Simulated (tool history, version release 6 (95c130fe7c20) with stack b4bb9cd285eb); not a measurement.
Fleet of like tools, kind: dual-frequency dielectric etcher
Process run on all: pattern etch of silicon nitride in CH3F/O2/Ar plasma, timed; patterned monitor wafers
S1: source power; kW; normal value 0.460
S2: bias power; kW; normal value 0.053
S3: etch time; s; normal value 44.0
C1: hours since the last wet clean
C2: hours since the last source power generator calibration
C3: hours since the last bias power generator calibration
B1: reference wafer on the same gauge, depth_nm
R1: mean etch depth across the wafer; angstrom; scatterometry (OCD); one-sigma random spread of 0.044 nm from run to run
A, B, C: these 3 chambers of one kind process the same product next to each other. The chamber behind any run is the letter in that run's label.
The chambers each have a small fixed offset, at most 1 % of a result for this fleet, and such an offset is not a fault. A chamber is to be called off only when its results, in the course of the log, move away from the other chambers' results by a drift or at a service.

| run | day | S1 | S2 | S3 | C1 | C2 | C3 | B1 | R1 |
|---|---|---|---|---|---|---|---|---|---|
| 1A | 0.525 | 0.460 | 0.053 | 44.0 | 439.0 | 4182.6 | 2992.5 | 32.090 | 294.79 |
| 2B | 0.788 | 0.460 | 0.053 | 44.0 | 346.8 | 125.9 | 556.0 | 32.088 | 291.49 |
| 3C | 1.304 | 0.460 | 0.053 | 44.0 | 123.9 | 1882.9 | 4650.4 | 32.077 | 293.48 |
| 4A | 1.575 | 0.460 | 0.053 | 44.0 | 464.2 | 4207.8 | 3017.7 | 32.083 | 294.22 |
| 5C | 1.950 | 0.460 | 0.053 | 44.0 | 139.4 | 1898.4 | 4665.9 | 32.088 | 292.60 |
| 6B | 2.338 | 0.460 | 0.053 | 44.0 | 384.0 | 163.1 | 593.2 | 32.072 | 290.77 |
| 7A | 2.646 | 0.460 | 0.058 | 51.5 | 489.9 | 4233.5 | 3043.4 | 32.057 | 355.03 |
|  | 2.829 | chamber C: bias power generator calibrated |
| 8C | 2.958 | 0.460 | 0.058 | 51.5 | 163.6 | 1922.6 | 3.2 | 32.048 | 353.54 |
| 9B | 3.383 | 0.460 | 0.058 | 51.5 | 409.1 | 188.2 | 618.3 | 32.055 | 349.48 |
| 10A | 3.771 | 0.560 | 0.053 | 44.0 | 516.9 | 4260.5 | 3070.4 | 32.059 | 317.06 |
| 11B | 4.221 | 0.560 | 0.053 | 44.0 | 429.2 | 208.3 | 638.4 | 32.052 | 314.41 |
| 12C | 4.642 | 0.560 | 0.053 | 44.0 | 204.0 | 1963.0 | 43.6 | 32.040 | 315.50 |
| 13B | 5.096 | 0.460 | 0.053 | 44.0 | 450.2 | 229.3 | 659.4 | 32.037 | 291.22 |
|  | 5.504 | chamber A: source power generator calibrated |
| 14C | 5.571 | 0.460 | 0.043 | 56.0 | 226.3 | 1985.3 | 65.9 | 32.037 | 348.25 |
| 15A | 5.862 | 0.460 | 0.043 | 56.0 | 567.1 | 8.6 | 3120.6 | 32.027 | 351.59 |
| 16B | 6.383 | 0.460 | 0.043 | 56.0 | 481.1 | 260.2 | 690.3 | 32.005 | 346.30 |
| 17C | 6.642 | 0.460 | 0.053 | 44.0 | 252.0 | 2011.0 | 91.6 | 31.997 | 292.01 |
| 18A | 6.871 | 0.460 | 0.053 | 44.0 | 591.3 | 32.8 | 3144.8 | 32.005 | 294.25 |
| 19C | 7.229 | 0.460 | 0.053 | 44.0 | 266.1 | 2025.1 | 105.7 | 31.992 | 292.51 |
| 20B | 7.492 | 0.460 | 0.053 | 44.0 | 507.7 | 286.8 | 716.9 | 32.003 | 290.46 |
| 21A | 7.838 | 0.460 | 0.053 | 44.0 | 614.5 | 56.0 | 3168.0 | 31.987 | 294.37 |
|  | 7.929 | chamber A: bias power generator calibrated |
| 22C | 8.221 | 0.460 | 0.053 | 44.0 | 289.9 | 2048.9 | 129.5 | 31.981 | 292.67 |
|  | 8.421 | chamber A: wet clean of the chamber |
| 23B | 8.542 | 0.460 | 0.053 | 44.0 | 532.9 | 312.0 | 742.1 | 31.988 | 291.13 |
| 24A | 8.888 | 0.460 | 0.053 | 44.0 | 11.2 | 81.2 | 23.1 | 31.987 | 293.87 |
| 25B | 9.362 | 0.550 | 0.059 | 44.0 | 552.6 | 331.7 | 761.8 | 31.974 | 323.20 |
| 26C | 9.775 | 0.550 | 0.059 | 44.0 | 327.2 | 2086.2 | 166.8 | 31.980 | 324.30 |
|  | 9.908 | chamber B: wet clean of the chamber |
| 27A | 10.054 | 0.550 | 0.059 | 44.0 | 39.2 | 109.2 | 51.1 | 31.961 | 326.12 |
| 28A | 10.396 | 0.460 | 0.053 | 44.0 | 47.4 | 117.4 | 59.3 | 31.961 | 293.01 |
| 29C | 10.779 | 0.460 | 0.053 | 44.0 | 351.3 | 2110.3 | 190.9 | 31.951 | 292.22 |
| 30B | 11.225 | 0.460 | 0.053 | 44.0 | 31.7 | 376.4 | 806.5 | 31.937 | 289.72 |
| 31B | 11.583 | 0.460 | 0.053 | 44.0 | 40.3 | 385.0 | 815.1 | 31.939 | 289.48 |
| 32A | 11.908 | 0.460 | 0.053 | 44.0 | 83.7 | 153.7 | 95.6 | 31.942 | 293.24 |
| 33C | 12.371 | 0.460 | 0.053 | 44.0 | 389.5 | 2148.5 | 229.1 | 31.924 | 292.26 |
| 34A | 12.742 | 0.460 | 0.053 | 44.0 | 103.7 | 173.7 | 115.6 | 31.925 | 293.03 |
| 35B | 13.258 | 0.460 | 0.053 | 44.0 | 80.5 | 425.2 | 855.3 | 31.923 | 288.96 |
| 36C | 13.517 | 0.460 | 0.053 | 44.0 | 417.0 | 2176.0 | 256.6 | 31.913 | 291.67 |
| 37B | 14.033 | 0.460 | 0.053 | 44.0 | 99.1 | 443.8 | 873.9 | 31.912 | 288.91 |

What goes on in this fleet: one chamber off, a drifting gauge, or nothing beyond the chambers' own small offsets? Name the chamber and the cause, if any.

The gauge drifts, so all chambers seem to drift together. No chamber is off.
Likeliest cause: gauge reads low (%) = 0.614.
